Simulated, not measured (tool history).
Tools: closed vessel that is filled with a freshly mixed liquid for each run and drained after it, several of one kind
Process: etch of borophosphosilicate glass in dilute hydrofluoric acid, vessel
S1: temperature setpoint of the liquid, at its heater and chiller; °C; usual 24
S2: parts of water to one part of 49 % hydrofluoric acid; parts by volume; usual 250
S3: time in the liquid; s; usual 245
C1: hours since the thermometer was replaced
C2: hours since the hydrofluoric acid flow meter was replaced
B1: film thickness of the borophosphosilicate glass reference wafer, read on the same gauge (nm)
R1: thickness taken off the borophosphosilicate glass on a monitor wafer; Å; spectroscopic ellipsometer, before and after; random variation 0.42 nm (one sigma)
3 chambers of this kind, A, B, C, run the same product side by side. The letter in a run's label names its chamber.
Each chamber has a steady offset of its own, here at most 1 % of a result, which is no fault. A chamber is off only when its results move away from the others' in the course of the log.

run,hour,S1,S2,S3,C1,C2,B1,R1
1A,8.6,24,250,245,398.4,162.4,40.014,437.04
2C,13.7,24,250,245,2104.6,1532.0,39.984,443.39
3B,20.3,24,250,245,1251.8,380.2,39.978,438.26
4A,29.1,24,250,245,418.9,182.9,39.973,436.05
5B,38.9,24,250,245,1270.4,398.8,39.999,436.21
6C,47.4,24,250,245,2138.3,1565.7,40.028,447.68
# hour 53.7: chamber B: hydrofluoric acid flow meter replaced
7C,55.1,24,250,245,2146.0,1573.4,40.022,439.22
8B,62.4,24,250,245,1293.9,8.8,40.000,443.24
9A,69.2,24,250,245,459.0,223.0,39.993,436.86
10C,77.1,24,250,245,2168.0,1595.4,39.997,437.89
11A,87.7,24,250,245,477.5,241.5,40.039,436.08
12B,95.4,24,250,245,1326.9,41.8,39.943,430.49
13A,102.5,24,250,245,492.3,256.3,39.980,441.68
14C,108.8,24,250,245,2199.7,1627.1,40.031,433.16
15B,118.8,24,250,245,1350.3,65.2,39.959,432.98
16C,123.6,24,250,245,2214.5,1641.9,40.021,440.34
17B,133.1,24,250,245,1364.6,79.5,40.025,436.02
18A,139.1,24,250,245,528.9,292.9,40.019,435.14
19B,148.6,24,205,245,1380.1,95.0,40.022,561.56
20C,159.0,24,205,245,2249.9,1677.3,40.000,556.26
21A,169.3,24,205,245,559.1,323.1,40.013,557.34
22B,176.1,24,250,245,1407.6,122.5,40.004,444.39
23A,186.1,24,250,245,575.9,339.9,40.005,441.29
24C,191.6,24,250,245,2282.5,1709.9,40.005,445.00
25A,202.3,24,185,200,592.1,356.1,39.983,519.06
26C,213.4,24,185,200,2304.3,1731.7,39.963,524.15
27B,218.9,24,185,200,1450.4,165.3,39.979,529.08
28B,229.0,24,250,245,1460.5,175.4,40.004,430.29
29C,235.7,24,250,245,2326.6,1754.0,39.987,440.71
30A,240.6,24,250,245,630.4,394.4,40.034,443.88
31A,250.2,27,250,245,640.0,404.0,39.992,484.98
32B,257.1,27,250,245,1488.6,203.5,39.971,486.32
33C,264.1,27,250,245,2355.0,1782.4,39.972,497.07

All 3 chambers run these settings next. Forecast each chamber's results:
34A,272.2,24,250,245,,,,?
34B,272.2,24,250,245,,,,?
34C,272.2,24,250,245,,,,?

run,R1
34A,442.50
34B,432.01
34C,445.55
